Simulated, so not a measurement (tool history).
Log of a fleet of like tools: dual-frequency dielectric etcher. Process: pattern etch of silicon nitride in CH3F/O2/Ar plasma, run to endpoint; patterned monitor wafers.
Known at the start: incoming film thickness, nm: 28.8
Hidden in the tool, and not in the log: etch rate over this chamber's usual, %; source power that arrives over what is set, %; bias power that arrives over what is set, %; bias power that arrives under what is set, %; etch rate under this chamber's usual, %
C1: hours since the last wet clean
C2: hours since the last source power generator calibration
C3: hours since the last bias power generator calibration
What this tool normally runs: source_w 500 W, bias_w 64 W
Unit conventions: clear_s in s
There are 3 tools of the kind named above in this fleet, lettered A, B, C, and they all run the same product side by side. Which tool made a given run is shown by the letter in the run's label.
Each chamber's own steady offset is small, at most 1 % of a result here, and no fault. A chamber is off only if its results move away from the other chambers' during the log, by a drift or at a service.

run 1B hour=7.4 | source_w=500 bias_w=64 | C1=43.8 C2=1124.1 C3=2375.6 | clear_s=39.537
run 2A hour=18.8 | source_w=500 bias_w=64 | C1=141.7 C2=2125.7 C3=3786.4 | clear_s=39.380
run 3C hour=24.1 | source_w=500 bias_w=64 | C1=252.8 C2=257.3 C3=3452.7 | clear_s=39.723
run 4A hour=31.4 | source_w=500 bias_w=64 | C1=154.3 C2=2138.3 C3=3799.0 | clear_s=39.247
run 5B hour=40.5 | source_w=500 bias_w=49 | C1=76.9 C2=1157.2 C3=2408.7 | clear_s=43.113
run 6C hour=49.3 | source_w=500 bias_w=49 | C1=278.0 C2=282.5 C3=3477.9 | clear_s=43.447
run 7C hour=58.3 | source_w=500 bias_w=49 | C1=287.0 C2=291.5 C3=3486.9 | clear_s=43.255
run 8A hour=67.4 | source_w=500 bias_w=64 | C1=190.3 C2=2174.3 C3=3835.0 | clear_s=39.395
run 9B hour=75.7 | source_w=500 bias_w=64 | C1=112.1 C2=1192.4 C3=2443.9 | clear_s=39.617
run 10C hour=86.3 | source_w=500 bias_w=64 | C1=315.0 C2=319.5 C3=3514.9 | clear_s=39.965
run 11A hour=93.4 | source_w=500 bias_w=64 | C1=216.3 C2=2200.3 C3=3861.0 | clear_s=39.603
run 12B hour=98.5 | source_w=500 bias_w=64 | C1=134.9 C2=1215.2 C3=2466.7 | clear_s=39.807
run 13B hour=108.8 | source_w=500 bias_w=64 | C1=145.2 C2=1225.5 C3=2477.0 | clear_s=39.747
run 14A hour=115.5 | source_w=550 bias_w=69 | C1=238.4 C2=2222.4 C3=3883.1 | clear_s=37.154
run 15C hour=122.5 | source_w=550 bias_w=69 | C1=351.2 C2=355.7 C3=3551.1 | clear_s=37.853
run 16B hour=129.7 | source_w=550 bias_w=69 | C1=166.1 C2=1246.4 C3=2497.9 | clear_s=37.316
run 17C hour=140.5 | source_w=500 bias_w=64 | C1=369.2 C2=373.7 C3=3569.1 | clear_s=40.102
run 18A hour=148.3 | source_w=440 bias_w=52 | C1=271.2 C2=2255.2 C3=3915.9 | clear_s=44.620
run 19A hour=158.0 | source_w=440 bias_w=52 | C1=280.9 C2=2264.9 C3=3925.6 | clear_s=44.434
run 20B hour=166.5 | source_w=440 bias_w=52 | C1=202.9 C2=1283.2 C3=2534.7 | clear_s=44.873
run 21C hour=176.7 | source_w=500 bias_w=64 | C1=405.4 C2=409.9 C3=3605.3 | clear_s=40.301
run 22C hour=184.3 | source_w=500 bias_w=64 | C1=413.0 C2=417.5 C3=3612.9 | clear_s=40.503
run 23A hour=190.9 | source_w=500 bias_w=64 | C1=313.8 C2=2297.8 C3=3958.5 | clear_s=39.391
run 24B hour=199.1 | source_w=500 bias_w=64 | C1=235.5 C2=1315.8 C3=2567.3 | clear_s=39.843
run 25C hour=206.9 | source_w=500 bias_w=80 | C1=435.6 C2=440.1 C3=3635.5 | clear_s=37.736
run 26A hour=215.3 | source_w=500 bias_w=80 | C1=338.2 C2=2322.2 C3=3982.9 | clear_s=36.757
run 27B hour=222.2 | source_w=500 bias_w=80 | C1=258.6 C2=1338.9 C3=2590.4 | clear_s=37.098
run 28A hour=232.6 | source_w=440 bias_w=56 | C1=355.5 C2=2339.5 C3=4000.2 | clear_s=43.381
-- hour=237.7 chamber A: wet clean of the chamber
run 29B hour=239.6 | source_w=440 bias_w=56 | C1=276.0 C2=1356.3 C3=2607.8 | clear_s=43.668
run 30C hour=250.4 | source_w=440 bias_w=56 | C1=479.1 C2=483.6 C3=3679.0 | clear_s=44.795
run 31C hour=258.5 | source_w=500 bias_w=64 | C1=487.2 C2=491.7 C3=3687.1 | clear_s=41.224
run 32A hour=266.6 | source_w=500 bias_w=64 | C1=29.0 C2=2373.5 C3=4034.2 | clear_s=39.480
run 33B hour=273.2 | source_w=500 bias_w=64 | C1=309.6 C2=1389.9 C3=2641.4 | clear_s=39.917
run 34C hour=280.2 | source_w=500 bias_w=51 | C1=508.9 C2=513.4 C3=3708.8 | clear_s=44.309
run 35A hour=289.1 | source_w=500 bias_w=51 | C1=51.5 C2=2396.0 C3=4056.7 | clear_s=42.615

Is one chamber off against the others, does the gauge drift, or is nothing wrong? If a chamber is off, say which, and what the likeliest cause is.

Little by little, chamber C moves away from the other chambers.
Most likely cause: etch rate under this chamber's usual, % = 3.69.

Which of the 4 candidates below, each the usual settings with something changed and its results left as question marks, puts chamber C back in line with what the other chambers give on the usual settings?
In-line tolerance around the mean of the other chambers on the usual settings: clear_s 0.430 s
run 36C-1 hour=297.3 | source_w=590 bias_w=64 | clear_s=?
run 36C-2 hour=297.3 | source_w=560 bias_w=64 | clear_s=?
run 36C-3 hour=297.3 | source_w=420 bias_w=64 | clear_s=?
run 36C-4 hour=297.3 | source_w=470 bias_w=60 | clear_s=?

What the other chambers average on the usual settings: clear_s 39.619 s
run=36C-1 clear_s=38.688
run=36C-2 clear_s=39.466
run=36C-3 clear_s=44.013
run=36C-4 clear_s=43.096
Change 36C-2 lands the chamber within the allowed miss of the other chambers.

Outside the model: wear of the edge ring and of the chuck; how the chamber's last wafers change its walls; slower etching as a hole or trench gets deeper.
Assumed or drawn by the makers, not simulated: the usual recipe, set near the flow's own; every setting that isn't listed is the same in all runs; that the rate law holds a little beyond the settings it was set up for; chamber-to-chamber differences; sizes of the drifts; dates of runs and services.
